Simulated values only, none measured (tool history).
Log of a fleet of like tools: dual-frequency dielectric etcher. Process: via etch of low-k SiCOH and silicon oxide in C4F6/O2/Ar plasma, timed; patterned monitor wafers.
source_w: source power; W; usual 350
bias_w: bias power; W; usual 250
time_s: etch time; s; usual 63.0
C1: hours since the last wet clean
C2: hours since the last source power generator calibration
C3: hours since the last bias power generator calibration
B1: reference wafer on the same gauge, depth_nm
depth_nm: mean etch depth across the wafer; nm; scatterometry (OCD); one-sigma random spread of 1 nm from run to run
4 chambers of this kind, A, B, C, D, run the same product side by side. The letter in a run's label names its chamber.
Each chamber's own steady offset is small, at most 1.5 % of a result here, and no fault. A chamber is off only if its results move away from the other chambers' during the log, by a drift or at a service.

{"run": "1D", "hour": 9.1, "source_w": 350, "bias_w": 250, "time_s": 63.0, "C1": 66.1, "C2": 1963.3, "C3": 77.4, "B1": 180.14, "depth_nm": 185.36}
{"run": "2C", "hour": 16.1, "source_w": 350, "bias_w": 250, "time_s": 63.0, "C1": 302.0, "C2": 3424.5, "C3": 2010.9, "B1": 179.92, "depth_nm": 183.25}
{"run": "3A", "hour": 24.7, "source_w": 350, "bias_w": 250, "time_s": 63.0, "C1": 361.9, "C2": 571.4, "C3": 754.1, "B1": 179.85, "depth_nm": 186.86}
{"run": "4B", "hour": 36.2, "source_w": 350, "bias_w": 250, "time_s": 63.0, "C1": 159.8, "C2": 58.8, "C3": 1007.9, "B1": 180.18, "depth_nm": 186.22}
{"run": "5A", "hour": 41.8, "source_w": 350, "bias_w": 250, "time_s": 63.0, "C1": 379.0, "C2": 588.5, "C3": 771.2, "B1": 180.04, "depth_nm": 186.76}
{"run": "6B", "hour": 50.5, "source_w": 350, "bias_w": 250, "time_s": 63.0, "C1": 174.1, "C2": 73.1, "C3": 1022.2, "B1": 179.79, "depth_nm": 186.51}
{"run": "7C", "hour": 57.7, "source_w": 350, "bias_w": 250, "time_s": 63.0, "C1": 343.6, "C2": 3466.1, "C3": 2052.5, "B1": 179.94, "depth_nm": 184.64}
{"run": "8D", "hour": 65.4, "source_w": 350, "bias_w": 293, "time_s": 54.5, "C1": 122.4, "C2": 2019.6, "C3": 133.7, "B1": 179.7, "depth_nm": 168.46}
{"run": "9A", "hour": 77.0, "source_w": 350, "bias_w": 293, "time_s": 54.5, "C1": 414.2, "C2": 623.7, "C3": 806.4, "B1": 180.21, "depth_nm": 170.27}
{"run": "10C", "hour": 84.7, "source_w": 350, "bias_w": 293, "time_s": 54.5, "C1": 370.6, "C2": 3493.1, "C3": 2079.5, "B1": 180.08, "depth_nm": 170.25}
{"run": "11B", "hour": 92.3, "source_w": 350, "bias_w": 293, "time_s": 54.5, "C1": 215.9, "C2": 114.9, "C3": 1064.0, "B1": 180.04, "depth_nm": 168.48}
{"run": "12D", "hour": 98.0, "source_w": 350, "bias_w": 250, "time_s": 63.0, "C1": 155.0, "C2": 2052.2, "C3": 166.3, "B1": 180.06, "depth_nm": 185.15}
{"run": "13B", "hour": 104.2, "source_w": 350, "bias_w": 250, "time_s": 63.0, "C1": 227.8, "C2": 126.8, "C3": 1075.9, "B1": 180.28, "depth_nm": 186.07}
{"hour": 111.2, "done": "chamber A: wet clean of the chamber"}
{"run": "14C", "hour": 114.1, "source_w": 350, "bias_w": 250, "time_s": 63.0, "C1": 400.0, "C2": 3522.5, "C3": 2108.9, "B1": 179.91, "depth_nm": 184.05}
{"run": "15D", "hour": 121.5, "source_w": 350, "bias_w": 250, "time_s": 63.0, "C1": 178.5, "C2": 2075.7, "C3": 189.8, "B1": 179.9, "depth_nm": 185.26}
{"run": "16A", "hour": 131.8, "source_w": 350, "bias_w": 250, "time_s": 63.0, "C1": 20.6, "C2": 678.5, "C3": 861.2, "B1": 180.04, "depth_nm": 185.98}
{"run": "17C", "hour": 142.3, "source_w": 350, "bias_w": 250, "time_s": 63.0, "C1": 428.2, "C2": 3550.7, "C3": 2137.1, "B1": 180.06, "depth_nm": 182.75}
{"run": "18B", "hour": 152.1, "source_w": 350, "bias_w": 250, "time_s": 63.0, "C1": 275.7, "C2": 174.7, "C3": 1123.8, "B1": 179.87, "depth_nm": 188.69}
{"run": "19A", "hour": 160.9, "source_w": 350, "bias_w": 221, "time_s": 63.0, "C1": 49.7, "C2": 707.6, "C3": 890.3, "B1": 180.22, "depth_nm": 178.81}
{"run": "20D", "hour": 166.8, "source_w": 350, "bias_w": 221, "time_s": 63.0, "C1": 223.8, "C2": 2121.0, "C3": 235.1, "B1": 180.15, "depth_nm": 178.38}
{"run": "21B", "hour": 172.4, "source_w": 350, "bias_w": 221, "time_s": 63.0, "C1": 296.0, "C2": 195.0, "C3": 1144.1, "B1": 180.04, "depth_nm": 179.34}
{"run": "22D", "hour": 179.2, "source_w": 350, "bias_w": 221, "time_s": 63.0, "C1": 236.2, "C2": 2133.4, "C3": 247.5, "B1": 179.91, "depth_nm": 177.51}
{"run": "23A", "hour": 187.4, "source_w": 350, "bias_w": 250, "time_s": 63.0, "C1": 76.2, "C2": 734.1, "C3": 916.8, "B1": 179.95, "depth_nm": 188.21}
{"run": "24C", "hour": 195.2, "source_w": 350, "bias_w": 250, "time_s": 63.0, "C1": 481.1, "C2": 3603.6, "C3": 2190.0, "B1": 180.15, "depth_nm": 185.33}
{"run": "25D", "hour": 204.2, "source_w": 350, "bias_w": 250, "time_s": 63.0, "C1": 261.2, "C2": 2158.4, "C3": 272.5, "B1": 179.86, "depth_nm": 185.7}
{"run": "26B", "hour": 211.0, "source_w": 350, "bias_w": 250, "time_s": 63.0, "C1": 334.6, "C2": 233.6, "C3": 1182.7, "B1": 180.03, "depth_nm": 188.36}
{"run": "27C", "hour": 219.3, "source_w": 350, "bias_w": 250, "time_s": 63.0, "C1": 505.2, "C2": 3627.7, "C3": 2214.1, "B1": 179.97, "depth_nm": 184.72}
{"run": "28A", "hour": 224.9, "source_w": 350, "bias_w": 250, "time_s": 63.0, "C1": 113.7, "C2": 771.6, "C3": 954.3, "B1": 180.18, "depth_nm": 186.88}
{"run": "29A", "hour": 230.3, "source_w": 350, "bias_w": 250, "time_s": 63.0, "C1": 119.1, "C2": 777.0, "C3": 959.7, "B1": 179.93, "depth_nm": 186.49}
{"run": "30D", "hour": 240.2, "source_w": 350, "bias_w": 284, "time_s": 75.5, "C1": 297.2, "C2": 2194.4, "C3": 308.5, "B1": 180.1, "depth_nm": 234.11}
{"run": "31B", "hour": 252.3, "source_w": 350, "bias_w": 284, "time_s": 75.5, "C1": 375.9, "C2": 274.9, "C3": 1224.0, "B1": 180.02, "depth_nm": 237.15}
{"run": "32C", "hour": 261.3, "source_w": 350, "bias_w": 284, "time_s": 75.5, "C1": 547.2, "C2": 3669.7, "C3": 2256.1, "B1": 180.11, "depth_nm": 232.07}
{"run": "33D", "hour": 272.2, "source_w": 350, "bias_w": 284, "time_s": 75.5, "C1": 329.2, "C2": 2226.4, "C3": 340.5, "B1": 179.92, "depth_nm": 234.57}
{"run": "34C", "hour": 283.2, "source_w": 350, "bias_w": 250, "time_s": 63.0, "C1": 569.1, "C2": 3691.6, "C3": 2278.0, "B1": 179.93, "depth_nm": 185.32}
{"run": "35B", "hour": 295.2, "source_w": 350, "bias_w": 250, "time_s": 63.0, "C1": 418.8, "C2": 317.8, "C3": 1266.9, "B1": 180.02, "depth_nm": 192.37}
{"run": "36A", "hour": 305.6, "source_w": 350, "bias_w": 250, "time_s": 63.0, "C1": 194.4, "C2": 852.3, "C3": 1035.0, "B1": 179.88, "depth_nm": 186.04}
{"run": "37A", "hour": 312.7, "source_w": 350, "bias_w": 250, "time_s": 63.0, "C1": 201.5, "C2": 859.4, "C3": 1042.1, "B1": 179.7, "depth_nm": 186.37}
{"run": "38B", "hour": 323.8, "source_w": 350, "bias_w": 250, "time_s": 63.0, "C1": 447.4, "C2": 346.4, "C3": 1295.5, "B1": 180.02, "depth_nm": 196.18}
{"run": "39C", "hour": 330.3, "source_w": 350, "bias_w": 250, "time_s": 63.0, "C1": 616.2, "C2": 3738.7, "C3": 2325.1, "B1": 180.0, "depth_nm": 185.85}
{"run": "40D", "hour": 341.3, "source_w": 350, "bias_w": 250, "time_s": 63.0, "C1": 398.3, "C2": 2295.5, "C3": 409.6, "B1": 180.07, "depth_nm": 185.06}
{"run": "41A", "hour": 349.9, "source_w": 320, "bias_w": 250, "time_s": 63.0, "C1": 238.7, "C2": 896.6, "C3": 1079.3, "B1": 180.11, "depth_nm": 180.55}
{"run": "42B", "hour": 357.3, "source_w": 320, "bias_w": 250, "time_s": 63.0, "C1": 480.9, "C2": 379.9, "C3": 1329.0, "B1": 179.8, "depth_nm": 188.83}
{"hour": 362.8, "done": "chamber C: wet clean of the chamber"}
{"run": "43D", "hour": 365.9, "source_w": 320, "bias_w": 250, "time_s": 63.0, "C1": 422.9, "C2": 2320.1, "C3": 434.2, "B1": 179.89, "depth_nm": 181.23}
{"run": "44C", "hour": 375.2, "source_w": 320, "bias_w": 250, "time_s": 63.0, "C1": 12.5, "C2": 3783.6, "C3": 2370.0, "B1": 180.06, "depth_nm": 180.07}

All chambers now run identical settings, listed one chamber a line with results as question marks. What results will each chamber show?
{"run": "45A", "hour": 383.9, "source_w": 350, "bias_w": 250, "time_s": 63.0, "depth_nm": "?"}
{"run": "45B", "hour": 383.9, "source_w": 350, "bias_w": 250, "time_s": 63.0, "depth_nm": "?"}
{"run": "45C", "hour": 383.9, "source_w": 350, "bias_w": 250, "time_s": 63.0, "depth_nm": "?"}
{"run": "45D", "hour": 383.9, "source_w": 350, "bias_w": 250, "time_s": 63.0, "depth_nm": "?"}

run=45A depth_nm=186.35
run=45B depth_nm=195.40
run=45C depth_nm=184.88
run=45D depth_nm=187.08
